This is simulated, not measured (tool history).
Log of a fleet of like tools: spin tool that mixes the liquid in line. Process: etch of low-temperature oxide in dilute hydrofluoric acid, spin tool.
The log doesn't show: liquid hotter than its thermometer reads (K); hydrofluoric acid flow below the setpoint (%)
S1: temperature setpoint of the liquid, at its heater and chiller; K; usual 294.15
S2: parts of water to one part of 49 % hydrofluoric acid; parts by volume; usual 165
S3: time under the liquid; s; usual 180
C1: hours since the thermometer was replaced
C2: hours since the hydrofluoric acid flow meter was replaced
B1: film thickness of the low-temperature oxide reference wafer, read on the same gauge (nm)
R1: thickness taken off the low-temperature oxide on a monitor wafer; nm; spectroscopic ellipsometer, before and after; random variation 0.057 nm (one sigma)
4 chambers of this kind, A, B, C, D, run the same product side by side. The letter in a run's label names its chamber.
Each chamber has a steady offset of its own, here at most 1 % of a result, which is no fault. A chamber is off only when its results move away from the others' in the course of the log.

{"run": "1A", "hour": 3.4, "S1": 294.15, "S2": 165, "S3": 180, "C1": 906.6, "C2": 76.7, "B1": 40.002, "R1": 9.7025}
{"run": "2B", "hour": 6.4, "S1": 294.15, "S2": 165, "S3": 180, "C1": 296.6, "C2": 513.9, "B1": 39.999, "R1": 9.6273}
{"run": "3C", "hour": 11.0, "S1": 294.15, "S2": 165, "S3": 180, "C1": 542.8, "C2": 151.7, "B1": 40.011, "R1": 9.7945}
{"run": "4D", "hour": 13.6, "S1": 294.15, "S2": 165, "S3": 180, "C1": 1323.3, "C2": 1124.5, "B1": 40.003, "R1": 9.4524}
{"run": "5D", "hour": 19.4, "S1": 294.15, "S2": 165, "S3": 180, "C1": 1329.1, "C2": 1130.3, "B1": 40.057, "R1": 9.5517}
{"run": "6C", "hour": 23.0, "S1": 294.15, "S2": 165, "S3": 180, "C1": 554.8, "C2": 163.7, "B1": 40.036, "R1": 9.7056}
{"run": "7A", "hour": 26.0, "S1": 294.15, "S2": 165, "S3": 180, "C1": 929.2, "C2": 99.3, "B1": 40.007, "R1": 9.6134}
{"run": "8B", "hour": 28.6, "S1": 294.15, "S2": 165, "S3": 180, "C1": 318.8, "C2": 536.1, "B1": 40.031, "R1": 9.6536}
{"run": "9A", "hour": 32.4, "S1": 294.15, "S2": 135, "S3": 180, "C1": 935.6, "C2": 105.7, "B1": 40.005, "R1": 12.219}
{"run": "10D", "hour": 36.3, "S1": 294.15, "S2": 135, "S3": 180, "C1": 1346.0, "C2": 1147.2, "B1": 40.003, "R1": 11.971}
{"run": "11B", "hour": 40.3, "S1": 294.15, "S2": 135, "S3": 180, "C1": 330.5, "C2": 547.8, "B1": 39.975, "R1": 12.186}
{"run": "12C", "hour": 43.6, "S1": 294.15, "S2": 135, "S3": 180, "C1": 575.4, "C2": 184.3, "B1": 40.023, "R1": 12.385}
{"run": "13C", "hour": 47.0, "S1": 294.15, "S2": 165, "S3": 180, "C1": 578.8, "C2": 187.7, "B1": 39.985, "R1": 9.7261}
{"run": "14B", "hour": 52.2, "S1": 294.15, "S2": 165, "S3": 180, "C1": 342.4, "C2": 559.7, "B1": 40.029, "R1": 9.7087}
{"run": "15A", "hour": 55.0, "S1": 294.15, "S2": 165, "S3": 180, "C1": 958.2, "C2": 128.3, "B1": 39.986, "R1": 9.7297}
{"run": "16D", "hour": 60.0, "S1": 294.15, "S2": 190, "S3": 180, "C1": 1369.7, "C2": 1170.9, "B1": 40.03, "R1": 7.8709}
{"run": "17D", "hour": 64.5, "S1": 294.15, "S2": 190, "S3": 180, "C1": 1374.2, "C2": 1175.4, "B1": 40.01, "R1": 7.8358}
{"run": "18C", "hour": 69.1, "S1": 294.15, "S2": 190, "S3": 180, "C1": 600.9, "C2": 209.8, "B1": 40.01, "R1": 8.131}
{"run": "19A", "hour": 72.7, "S1": 294.15, "S2": 190, "S3": 180, "C1": 975.9, "C2": 146.0, "B1": 39.997, "R1": 8.1659}
{"run": "20B", "hour": 78.4, "S1": 298.15, "S2": 165, "S3": 180, "C1": 368.6, "C2": 585.9, "B1": 39.977, "R1": 11.201}
{"run": "21A", "hour": 84.1, "S1": 298.15, "S2": 165, "S3": 180, "C1": 987.3, "C2": 157.4, "B1": 39.986, "R1": 11.241}
{"run": "22C", "hour": 87.0, "S1": 298.15, "S2": 165, "S3": 180, "C1": 618.8, "C2": 227.7, "B1": 39.996, "R1": 11.14}
{"run": "23D", "hour": 90.8, "S1": 298.15, "S2": 165, "S3": 180, "C1": 1400.5, "C2": 1201.7, "B1": 40.022, "R1": 10.561}
{"run": "24B", "hour": 94.7, "S1": 294.15, "S2": 165, "S3": 180, "C1": 384.9, "C2": 602.2, "B1": 40.037, "R1": 9.5486}
{"run": "25A", "hour": 97.5, "S1": 294.15, "S2": 165, "S3": 180, "C1": 1000.7, "C2": 170.8, "B1": 39.97, "R1": 9.5644}
{"run": "26B", "hour": 102.7, "S1": 294.15, "S2": 165, "S3": 180, "C1": 392.9, "C2": 610.2, "B1": 40.003, "R1": 9.6274}
{"run": "27D", "hour": 107.7, "S1": 294.15, "S2": 165, "S3": 180, "C1": 1417.4, "C2": 1218.6, "B1": 40.004, "R1": 9.0413}
{"run": "28C", "hour": 112.4, "S1": 294.15, "S2": 165, "S3": 180, "C1": 644.2, "C2": 253.1, "B1": 40.002, "R1": 9.7516}
{"run": "29C", "hour": 116.5, "S1": 294.15, "S2": 165, "S3": 180, "C1": 648.3, "C2": 257.2, "B1": 39.987, "R1": 9.7159}
{"run": "30A", "hour": 120.3, "S1": 294.15, "S2": 165, "S3": 180, "C1": 1023.5, "C2": 193.6, "B1": 40.01, "R1": 9.6848}

Next, every chamber runs the same settings. What will each give?
{"run": "31A", "hour": 124.5, "S1": 294.15, "S2": 165, "S3": 180, "R1": "?"}
{"run": "31B", "hour": 124.5, "S1": 294.15, "S2": 165, "S3": 180, "R1": "?"}
{"run": "31C", "hour": 124.5, "S1": 294.15, "S2": 165, "S3": 180, "R1": "?"}
{"run": "31D", "hour": 124.5, "S1": 294.15, "S2": 165, "S3": 180, "R1": "?"}

run=31A R1=9.6415
run=31B R1=9.7188
run=31C R1=9.7054
run=31D R1=8.9729
